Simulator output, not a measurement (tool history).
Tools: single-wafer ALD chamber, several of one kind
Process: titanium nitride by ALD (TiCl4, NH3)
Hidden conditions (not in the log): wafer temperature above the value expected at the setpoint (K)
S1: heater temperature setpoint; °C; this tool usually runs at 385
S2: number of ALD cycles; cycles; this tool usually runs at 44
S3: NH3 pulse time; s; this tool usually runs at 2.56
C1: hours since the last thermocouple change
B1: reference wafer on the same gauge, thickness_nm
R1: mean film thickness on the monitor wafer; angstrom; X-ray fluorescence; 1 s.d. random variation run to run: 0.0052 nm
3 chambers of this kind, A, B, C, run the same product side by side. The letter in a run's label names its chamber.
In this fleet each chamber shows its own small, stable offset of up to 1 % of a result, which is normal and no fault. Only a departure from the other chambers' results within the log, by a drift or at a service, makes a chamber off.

{"run": "1B", "hour": 5.9, "S1": 385, "S2": 44, "S3": 2.56, "C1": 1747.6, "B1": 1.05, "R1": 9.7774}
{"run": "2A", "hour": 13.3, "S1": 385, "S2": 44, "S3": 2.56, "C1": 831.6, "B1": 1.0511, "R1": 9.5609}
{"run": "3C", "hour": 22.0, "S1": 385, "S2": 44, "S3": 2.56, "C1": 489.8, "B1": 1.0506, "R1": 9.6992}
{"run": "4A", "hour": 28.1, "S1": 385, "S2": 44, "S3": 2.56, "C1": 846.4, "B1": 1.0506, "R1": 9.6106}
{"run": "5C", "hour": 34.8, "S1": 385, "S2": 44, "S3": 2.56, "C1": 502.6, "B1": 1.0506, "R1": 9.7937}
{"run": "6B", "hour": 38.7, "S1": 385, "S2": 44, "S3": 2.56, "C1": 1780.4, "B1": 1.0509, "R1": 9.768}
{"run": "7A", "hour": 43.1, "S1": 385, "S2": 44, "S3": 2.56, "C1": 861.4, "B1": 1.051, "R1": 9.6465}
{"run": "8B", "hour": 52.3, "S1": 385, "S2": 44, "S3": 2.56, "C1": 1794.0, "B1": 1.0505, "R1": 9.7772}
{"run": "9C", "hour": 60.4, "S1": 385, "S2": 44, "S3": 2.56, "C1": 528.2, "B1": 1.0495, "R1": 9.722}
{"run": "10B", "hour": 64.9, "S1": 395, "S2": 44, "S3": 3.37, "C1": 1806.6, "B1": 1.0519, "R1": 9.9143}
{"run": "11A", "hour": 71.5, "S1": 395, "S2": 44, "S3": 3.37, "C1": 889.8, "B1": 1.0519, "R1": 9.8373}
{"run": "12C", "hour": 78.8, "S1": 395, "S2": 44, "S3": 3.37, "C1": 546.6, "B1": 1.0518, "R1": 9.802}
{"run": "13B", "hour": 85.9, "S1": 385, "S2": 44, "S3": 2.56, "C1": 1827.6, "B1": 1.0495, "R1": 9.8248}
{"run": "14C", "hour": 93.7, "S1": 385, "S2": 44, "S3": 2.56, "C1": 561.5, "B1": 1.0494, "R1": 9.7115}
{"run": "15A", "hour": 98.5, "S1": 385, "S2": 44, "S3": 2.56, "C1": 916.8, "B1": 1.0517, "R1": 9.6273}
{"run": "16B", "hour": 103.3, "S1": 385, "S2": 44, "S3": 2.56, "C1": 1845.0, "B1": 1.0512, "R1": 9.7739}
{"run": "17A", "hour": 111.4, "S1": 385, "S2": 44, "S3": 2.56, "C1": 929.7, "B1": 1.0495, "R1": 9.5757}
{"run": "18C", "hour": 116.5, "S1": 397, "S2": 44, "S3": 2.56, "C1": 584.3, "B1": 1.0518, "R1": 9.7111}
{"run": "19B", "hour": 120.5, "S1": 397, "S2": 44, "S3": 2.56, "C1": 1862.2, "B1": 1.0502, "R1": 9.8351}
{"run": "20C", "hour": 125.3, "S1": 397, "S2": 44, "S3": 2.56, "C1": 593.1, "B1": 1.0508, "R1": 9.8122}
{"run": "21A", "hour": 131.4, "S1": 385, "S2": 44, "S3": 2.56, "C1": 949.7, "B1": 1.0511, "R1": 9.6441}
{"hour": 131.6, "done": "chamber B: thermocouple changed; heater temperature recalibrated"}
{"run": "22A", "hour": 139.1, "S1": 385, "S2": 41, "S3": 2.56, "C1": 957.4, "B1": 1.0499, "R1": 8.9849}
{"run": "23B", "hour": 145.3, "S1": 385, "S2": 41, "S3": 2.56, "C1": 13.8, "B1": 1.0498, "R1": 9.0764}
{"run": "24C", "hour": 153.7, "S1": 385, "S2": 41, "S3": 2.56, "C1": 621.5, "B1": 1.0514, "R1": 9.0848}
{"run": "25A", "hour": 158.8, "S1": 385, "S2": 44, "S3": 2.56, "C1": 977.1, "B1": 1.0512, "R1": 9.6427}
{"run": "26B", "hour": 166.0, "S1": 385, "S2": 44, "S3": 2.56, "C1": 34.5, "B1": 1.0522, "R1": 9.8154}
{"run": "27C", "hour": 173.5, "S1": 385, "S2": 44, "S3": 2.56, "C1": 641.3, "B1": 1.0506, "R1": 9.7163}
{"run": "28A", "hour": 181.9, "S1": 385, "S2": 44, "S3": 2.56, "C1": 1000.2, "B1": 1.0505, "R1": 9.6616}
{"run": "29C", "hour": 187.1, "S1": 385, "S2": 51, "S3": 2.56, "C1": 654.9, "B1": 1.0517, "R1": 11.308}
{"run": "30B", "hour": 193.2, "S1": 385, "S2": 51, "S3": 2.56, "C1": 61.7, "B1": 1.0513, "R1": 11.253}
{"run": "31C", "hour": 199.8, "S1": 385, "S2": 51, "S3": 2.56, "C1": 667.6, "B1": 1.0494, "R1": 11.243}
{"run": "32B", "hour": 205.8, "S1": 385, "S2": 44, "S3": 2.56, "C1": 74.3, "B1": 1.0503, "R1": 9.8521}
{"run": "33A", "hour": 213.5, "S1": 385, "S2": 44, "S3": 2.56, "C1": 1031.8, "B1": 1.0516, "R1": 9.6557}

Does one chamber stand apart from the rest, does the shared gauge drift, or is all well apart from small per-chamber offsets? Give the chamber and the most likely cause, where there is one.

No chamber is off and the gauge is stable; the differences are just each chamber's small, constant offset.
